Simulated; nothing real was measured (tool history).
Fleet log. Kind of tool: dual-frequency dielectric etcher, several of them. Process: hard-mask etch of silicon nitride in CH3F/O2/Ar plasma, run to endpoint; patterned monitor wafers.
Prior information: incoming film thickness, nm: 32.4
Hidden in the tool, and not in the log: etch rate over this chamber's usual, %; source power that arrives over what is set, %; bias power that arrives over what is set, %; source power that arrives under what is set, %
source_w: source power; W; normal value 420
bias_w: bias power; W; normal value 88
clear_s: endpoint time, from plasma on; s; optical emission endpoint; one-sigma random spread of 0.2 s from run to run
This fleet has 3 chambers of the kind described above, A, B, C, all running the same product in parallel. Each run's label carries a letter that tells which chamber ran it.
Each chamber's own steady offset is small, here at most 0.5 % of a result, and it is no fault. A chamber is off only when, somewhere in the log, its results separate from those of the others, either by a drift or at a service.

| run | hour | source_w | bias_w | hours since the last wet clean | hours since the last source power generator calibration | hours since the last bias power generator calibration | clear_s |
|---|---|---|---|---|---|---|---|
| 1B | 14.9 | 420 | 88 | 354 | 1199.1 | 2475.4 | 42.791 |
| 2C | 26.8 | 420 | 88 | 206.5 | 1309.7 | 3872 | 42.851 |
| 3A | 42.9 | 420 | 88 | 184.7 | 3457.4 | 2845.5 | 42.788 |
| 4A | 57.4 | 420 | 88 | 199.2 | 3471.9 | 2860 | 42.996 |
| 5C | 69.8 | 420 | 88 | 249.5 | 1352.7 | 3915 | 42.932 |
| 6B | 84.7 | 420 | 100 | 423.8 | 1268.9 | 2545.2 | 40.61 |
| 7C | 99.2 | 420 | 100 | 278.9 | 1382.1 | 3944.4 | 40.908 |
| 8A | 109.4 | 420 | 100 | 251.2 | 3523.9 | 2912 | 40.856 |
| 9B | 122.2 | 420 | 88 | 461.3 | 1306.4 | 2582.7 | 42.93 |
| 10A | 131.5 | 420 | 88 | 273.3 | 3546 | 2934.1 | 42.738 |
| 11C | 140.4 | 420 | 88 | 320.1 | 1423.3 | 3985.6 | 42.661 |
| 12B | 156.1 | 420 | 88 | 495.2 | 1340.3 | 2616.6 | 42.501 |
| 13C | 167.3 | 420 | 88 | 347 | 1450.2 | 4012.5 | 42.849 |
| 14B | 181.1 | 420 | 88 | 520.2 | 1365.3 | 2641.6 | 42.729 |
| 15A | 191.8 | 420 | 88 | 333.6 | 3606.3 | 2994.4 | 42.729 |
| 16C | 206.5 | 420 | 88 | 386.2 | 1489.4 | 4051.7 | 42.964 |
| 17A | 216.7 | 420 | 88 | 358.5 | 3631.2 | 3019.3 | 42.553 |
| 18B | 227.7 | 420 | 88 | 566.8 | 1411.9 | 2688.2 | 42.736 |
| 19C | 241.3 | 420 | 88 | 421 | 1524.2 | 4086.5 | 43.169 |
|  | 248.2 | chamber C: wet clean of the chamber |
| 20A | 255.9 | 420 | 88 | 397.7 | 3670.4 | 3058.5 | 42.02 |
|  | 269.5 | chamber B: wet clean of the chamber |
| 21B | 269.6 | 320 | 88 | 0.1 | 1453.8 | 2730.1 | 46.831 |
| 22A | 277.3 | 320 | 88 | 419.1 | 3691.8 | 3079.9 | 46.388 |
| 23B | 286.7 | 320 | 88 | 17.2 | 1470.9 | 2747.2 | 47.52 |
| 24C | 296.7 | 420 | 88 | 48.5 | 1579.6 | 4141.9 | 42.694 |
| 25A | 306.7 | 420 | 88 | 448.5 | 3721.2 | 3109.3 | 41.949 |
| 26B | 314.2 | 420 | 88 | 44.7 | 1498.4 | 2774.7 | 43.253 |
| 27C | 323.7 | 360 | 95 | 75.5 | 1606.6 | 4168.9 | 44.01 |
| 28B | 332.8 | 360 | 95 | 63.3 | 1517 | 2793.3 | 44.304 |
| 29A | 340.2 | 360 | 95 | 482 | 3754.7 | 3142.8 | 42.968 |
|  | 345.4 | chamber A: source power generator calibrated |
| 30C | 354.3 | 420 | 88 | 106.1 | 1637.2 | 4199.5 | 42.647 |
| 31A | 368.1 | 420 | 88 | 509.9 | 22.7 | 3170.7 | 41.085 |
| 32B | 381.3 | 420 | 88 | 111.8 | 1565.5 | 2841.8 | 42.557 |

All chambers now run identical settings, listed one chamber a line with results as question marks. What results will each chamber show?
| 33A | 393.2 | 420 | 88 |  |  |  | ? |
| 33B | 393.2 | 420 | 88 |  |  |  | ? |
| 33C | 393.2 | 420 | 88 |  |  |  | ? |

| run | clear_s |
|---|---|
| 33A | 41.374 |
| 33B | 42.488 |
| 33C | 43.245 |

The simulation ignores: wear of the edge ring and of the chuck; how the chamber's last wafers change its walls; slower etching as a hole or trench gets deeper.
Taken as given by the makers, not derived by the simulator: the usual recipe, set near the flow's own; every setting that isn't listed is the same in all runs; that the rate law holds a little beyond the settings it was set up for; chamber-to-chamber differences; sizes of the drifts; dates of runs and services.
